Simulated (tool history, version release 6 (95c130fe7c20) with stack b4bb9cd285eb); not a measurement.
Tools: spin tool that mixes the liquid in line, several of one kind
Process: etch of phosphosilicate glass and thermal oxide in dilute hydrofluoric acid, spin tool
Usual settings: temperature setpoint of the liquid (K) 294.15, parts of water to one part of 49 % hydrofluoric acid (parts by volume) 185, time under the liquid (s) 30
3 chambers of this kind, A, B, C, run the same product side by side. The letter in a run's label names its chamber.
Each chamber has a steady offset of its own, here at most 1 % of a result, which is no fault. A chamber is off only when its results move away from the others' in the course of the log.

run     day  temperature setpoint of the liquid (K)  parts of water to one part of 49 % hydrofluoric acid (parts by volume)  time under the liquid (s)  hours since the thermometer was replaced  hours since the hydrofluoric acid flow meter was replaced  read-back film thickness of the phosphosilicate glass reference wafer, read on the same gauge (nm)  read-back film thickness of the thermal oxide reference wafer, read on the same gauge (nm)  thickness taken off the phosphosilicate glass on a monitor wafer (nm)  thickness taken off the thermal oxide on a monitor wafer (nm)
 1C   0.517                                  294.15                                                                     185                         30                                     638.7                                                      234.5                                                                                              69.998                                                                                       69.96                                                                  7.864                                                        0.68477
 2A   1.017                                  294.15                                                                     185                         30                                    2033.4                                                      189.1                                                                                              70.019                                                                                      70.009                                                                 7.8939                                                        0.70009
 3B   1.408                                  294.15                                                                     185                         30                                     684.2                                                      160.5                                                                                              70.019                                                                                      70.029                                                                  7.883                                                        0.71993
 4A   1.788                                  294.15                                                                     185                         30                                    2051.9                                                      207.6                                                                                              70.014                                                                                      69.979                                                                 7.9486                                                        0.67667
 5C    2.15                                  294.15                                                                     185                         30                                     677.9                                                      273.7                                                                                                  70                                                                                      69.975                                                                 7.9668                                                        0.67322
 6B   2.658                                  294.15                                                                     185                         30                                     714.2                                                      190.5                                                                                              69.961                                                                                      69.978                                                                 7.8517                                                        0.66721
 7C   2.983                                  294.15                                                                     245                         45                                     697.9                                                      293.7                                                                                              70.017                                                                                      70.011                                                                 8.4291                                                        0.68584
 8B   3.533                                  294.15                                                                     245                         45                                     735.2                                                      211.5                                                                                              69.984                                                                                      69.973                                                                 8.3469                                                        0.71433
 9A   3.846                                  294.15                                                                     245                         45                                    2101.3                                                        257                                                                                              69.993                                                                                      69.999                                                                 8.3978                                                        0.70487
10B   4.121                                  294.15                                                                     185                         30                                     749.3                                                      225.6                                                                                               69.98                                                                                      70.006                                                                 7.7913                                                        0.64865
11A   4.375                                  294.15                                                                     185                         30                                      2114                                                      269.7                                                                                              69.994                                                                                       69.98                                                                 7.9477                                                        0.70276
12C   4.704                                  294.15                                                                     185                         30                                     739.2                                                        335                                                                                              70.013                                                                                      69.992                                                                 7.9066                                                        0.68648
13A   5.042                                  294.15                                                                     185                         30                                      2130                                                      285.7                                                                                              70.014                                                                                      70.002                                                                 7.8962                                                        0.66871
14C   5.358                                  294.15                                                                     185                         30                                     754.9                                                      350.7                                                                                              69.997                                                                                      69.997                                                                 7.9151                                                        0.64895
15B   5.667                                  294.15                                                                     185                         30                                     786.4                                                      262.7                                                                                              69.985                                                                                      70.032                                                                 7.8952                                                        0.65778
16C   6.042                                  296.15                                                                     185                         15                                     771.3                                                      367.1                                                                                              70.006                                                                                      70.013                                                                 4.2645                                                        0.34987
17A   6.546                                  296.15                                                                     185                         15                                    2166.1                                                      321.8                                                                                              70.004                                                                                      69.981                                                                 4.2354                                                        0.37621
18B   7.067                                  296.15                                                                     185                         15                                       820                                                      296.3                                                                                               70.07                                                                                      70.019                                                                 4.3143                                                        0.32985
19B   7.496                                  294.15                                                                     185                         30                                     830.3                                                      306.6                                                                                              69.981                                                                                       69.99                                                                 8.0002                                                        0.69358
20C   8.021                                  294.15                                                                     185                         30                                     818.8                                                      414.6                                                                                               69.98                                                                                      69.938                                                                 7.9018                                                        0.60754
21A   8.308                                  292.15                                                                     185                         15                                    2208.4                                                      364.1                                                                                              70.017                                                                                      70.004                                                                 3.5984                                                        0.28124
22C   8.642                                  292.15                                                                     185                         15                                     833.7                                                      429.5                                                                                              70.013                                                                                      69.986                                                                 3.6785                                                        0.30504
23B   9.096                                  292.15                                                                     185                         15                                     868.7                                                        345                                                                                              69.947                                                                                      69.979                                                                 3.7414                                                        0.29792
      9.238  -- chamber A: thermometer replaced
24A   9.488                                  294.15                                                                     185                         30                                         6                                                      392.4                                                                                              69.999                                                                                       69.99                                                                 7.9121                                                         0.6522
      9.879  -- chamber A: hydrofluoric acid flow meter replaced
25A   9.996                                  294.15                                                                     185                         20                                      18.2                                                        2.8                                                                                              69.978                                                                                      69.961                                                                 5.3027                                                        0.42366
26B  10.408                                  294.15                                                                     185                         20                                     900.2                                                      376.5                                                                                              69.985                                                                                      70.025                                                                 5.4702                                                        0.45241
27C  10.912                                  294.15                                                                     185                         20                                     888.2                                                        484                                                                                              70.036                                                                                      69.964                                                                 5.2506                                                        0.44118
28B  11.262                                  295.65                                                                     185                         30                                     920.7                                                        397                                                                                              70.026                                                                                      70.009                                                                 8.7363                                                        0.76309
29C  11.579                                  295.65                                                                     185                         30                                     904.2                                                        500                                                                                              69.964                                                                                      69.993                                                                  8.387                                                         0.7377
30A    11.9                                  295.65                                                                     185                         30                                      63.9                                                       48.5                                                                                              69.959                                                                                      70.022                                                                   8.48                                                        0.63194
31B  12.292                                  294.15                                                                     185                         30                                     945.4                                                      421.7                                                                                              69.989                                                                                      70.007                                                                 8.3172                                                         0.6121
32A  12.625                                  294.15                                                                     255                         30                                      81.3                                                       65.9                                                                                              69.992                                                                                      69.996                                                                 5.3582                                                        0.39223
33C  13.021                                  294.15                                                                     255                         30                                     938.8                                                      534.6                                                                                              69.996                                                                                      69.995                                                                 5.3526                                                         0.4402
34C  13.288                                  294.15                                                                     255                         30                                     945.2                                                        541                                                                                              69.979                                                                                      70.008                                                                 5.3223                                                        0.43268

What goes on in this fleet: one chamber off, a drifting gauge, or nothing beyond the chambers' own small offsets? Name the chamber and the cause, if any.

Chamber B drifts away from the others.
Cause: liquid hotter than its thermometer reads (K) = 1.8.
The log may not tell that from: hydrofluoric acid flow above the setpoint (%).

Here are 4 candidates for chamber B's next run, each the usual settings with a change, their results left as question marks. Which one brings its results back in line with what the others give on the usual settings?
In line means no further than this from the other chambers' mean on the usual settings: thickness taken off the phosphosilicate glass on a monitor wafer (nm) 0.14; thickness taken off the thermal oxide on a monitor wafer (nm) 0.13
35B-1  13.692                                  294.15                                                                     175                         30                                                                                                                                                                                                                                                                                                                                                                           ?                                                              ?
35B-2  13.692                                  294.15                                                                     180                         30                                                                                                                                                                                                                                                                                                                                                                           ?                                                              ?
35B-3  13.692                                  294.15                                                                     190                         30                                                                                                                                                                                                                                                                                                                                                                           ?                                                              ?
35B-4  13.692                                  294.15                                                                     195                         30                                                                                                                                                                                                                                                                                                                                                                           ?                                                              ?

The other chambers' mean on the usual settings: thickness taken off the phosphosilicate glass on a monitor wafer (nm) 7.9223; thickness taken off the thermal oxide on a monitor wafer (nm) 0.6503
  run  thickness taken off the phosphosilicate glass on a monitor wafer (nm)  thickness taken off the thermal oxide on a monitor wafer (nm)
35B-1                                                                  9.011                                                        0.75552
35B-2                                                                  8.709                                                        0.73019
35B-3                                                                 8.1558                                                        0.68381
35B-4                                                                  7.901                                                        0.66245
35B-4 brings the chamber back in line.
